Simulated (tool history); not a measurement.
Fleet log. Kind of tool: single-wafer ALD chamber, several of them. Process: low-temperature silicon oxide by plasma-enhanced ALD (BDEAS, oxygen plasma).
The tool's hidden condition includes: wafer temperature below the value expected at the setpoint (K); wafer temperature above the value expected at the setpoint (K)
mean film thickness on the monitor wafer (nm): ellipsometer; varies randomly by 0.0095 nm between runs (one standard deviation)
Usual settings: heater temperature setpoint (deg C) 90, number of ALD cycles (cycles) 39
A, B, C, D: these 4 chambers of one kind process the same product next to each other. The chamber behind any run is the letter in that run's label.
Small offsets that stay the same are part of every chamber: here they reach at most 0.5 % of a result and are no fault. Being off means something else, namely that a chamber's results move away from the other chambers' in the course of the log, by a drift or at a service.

| run | hour | heater temperature setpoint (deg C) | number of ALD cycles (cycles) | hours since the last thermocouple change | read-back reference wafer on the same gauge, thickness_nm | mean film thickness on the monitor wafer (nm) |
|---|---|---|---|---|---|---|
| 1B | 4.3 | 90 | 39 | 867.1 | 5.0116 | 5.7701 |
| 2C | 7.7 | 90 | 39 | 154.0 | 5.0109 | 5.7901 |
| 3D | 13.6 | 90 | 39 | 664.5 | 5.0111 | 5.7721 |
| 4A | 18.0 | 90 | 39 | 765.1 | 5.0131 | 5.7817 |
| 5D | 23.6 | 90 | 39 | 674.5 | 5.0124 | 5.7802 |
| 6A | 28.9 | 90 | 39 | 776.0 | 5.0136 | 5.7778 |
| 7C | 34.9 | 90 | 39 | 181.2 | 5.0187 | 5.7532 |
| 8B | 41.2 | 90 | 39 | 904.0 | 5.0180 | 5.7690 |
| 9D | 44.4 | 90 | 45 | 695.3 | 5.0170 | 6.6733 |
| 10C | 49.5 | 90 | 45 | 195.8 | 5.0179 | 6.6529 |
| 11A | 55.8 | 90 | 45 | 802.9 | 5.0206 | 6.6848 |
| 12B | 61.9 | 90 | 45 | 924.7 | 5.0211 | 6.6476 |
| 13D | 67.1 | 90 | 39 | 718.0 | 5.0209 | 5.8067 |
| 14B | 71.0 | 90 | 39 | 933.8 | 5.0235 | 5.7639 |
| 15A | 75.0 | 90 | 39 | 822.1 | 5.0252 | 5.8045 |
| 16C | 80.9 | 90 | 39 | 227.2 | 5.0234 | 5.7802 |
| 17B | 86.0 | 90 | 39 | 948.8 | 5.0268 | 5.7799 |
| 18C | 91.3 | 90 | 39 | 237.6 | 5.0249 | 5.7787 |
| 19A | 97.4 | 90 | 39 | 844.5 | 5.0277 | 5.7981 |
| 20D | 102.5 | 90 | 39 | 753.4 | 5.0278 | 5.8029 |
| 21A | 109.0 | 90 | 39 | 856.1 | 5.0286 | 5.7853 |
| 22B | 112.7 | 90 | 39 | 975.5 | 5.0304 | 5.7695 |
| 23C | 116.3 | 98 | 39 | 262.6 | 5.0297 | 5.6255 |
| 24D | 121.7 | 98 | 39 | 772.6 | 5.0320 | 5.6484 |
| 25C | 126.6 | 98 | 39 | 272.9 | 5.0320 | 5.6433 |
| 26A | 130.4 | 98 | 39 | 877.5 | 5.0324 | 5.6546 |
| 27B | 134.6 | 90 | 39 | 997.4 | 5.0332 | 5.7656 |
| 28D | 139.0 | 90 | 39 | 789.9 | 5.0327 | 5.8015 |
| 29B | 144.5 | 90 | 39 | 1007.3 | 5.0348 | 5.8032 |
| 30C | 148.7 | 90 | 37 | 295.0 | 5.0359 | 5.5046 |
| 31D | 153.4 | 90 | 37 | 804.3 | 5.0357 | 5.5077 |
| 32A | 157.6 | 90 | 37 | 904.7 | 5.0375 | 5.5137 |
| 33D | 163.9 | 90 | 37 | 814.8 | 5.0393 | 5.5166 |
| 34A | 167.6 | 90 | 39 | 914.7 | 5.0395 | 5.8148 |
| 35B | 172.8 | 90 | 39 | 1035.6 | 5.0405 | 5.7871 |
| 36C | 177.3 | 90 | 39 | 323.6 | 5.0412 | 5.8057 |
| 37B | 182.3 | 90 | 39 | 1045.1 | 5.0414 | 5.7861 |
| 38D | 185.6 | 90 | 39 | 836.5 | 5.0427 | 5.8123 |
| 39A | 188.9 | 100 | 47 | 936.0 | 5.0434 | 6.7661 |

What goes on in this fleet: one chamber off, a drifting gauge, or nothing beyond the chambers' own small offsets? Name the chamber and the cause, if any.

Every chamber seems to shift together because the gauge that measures them all drifts; the chambers themselves are fine.
What lies behind it: gauge reads high (%) = 0.677.
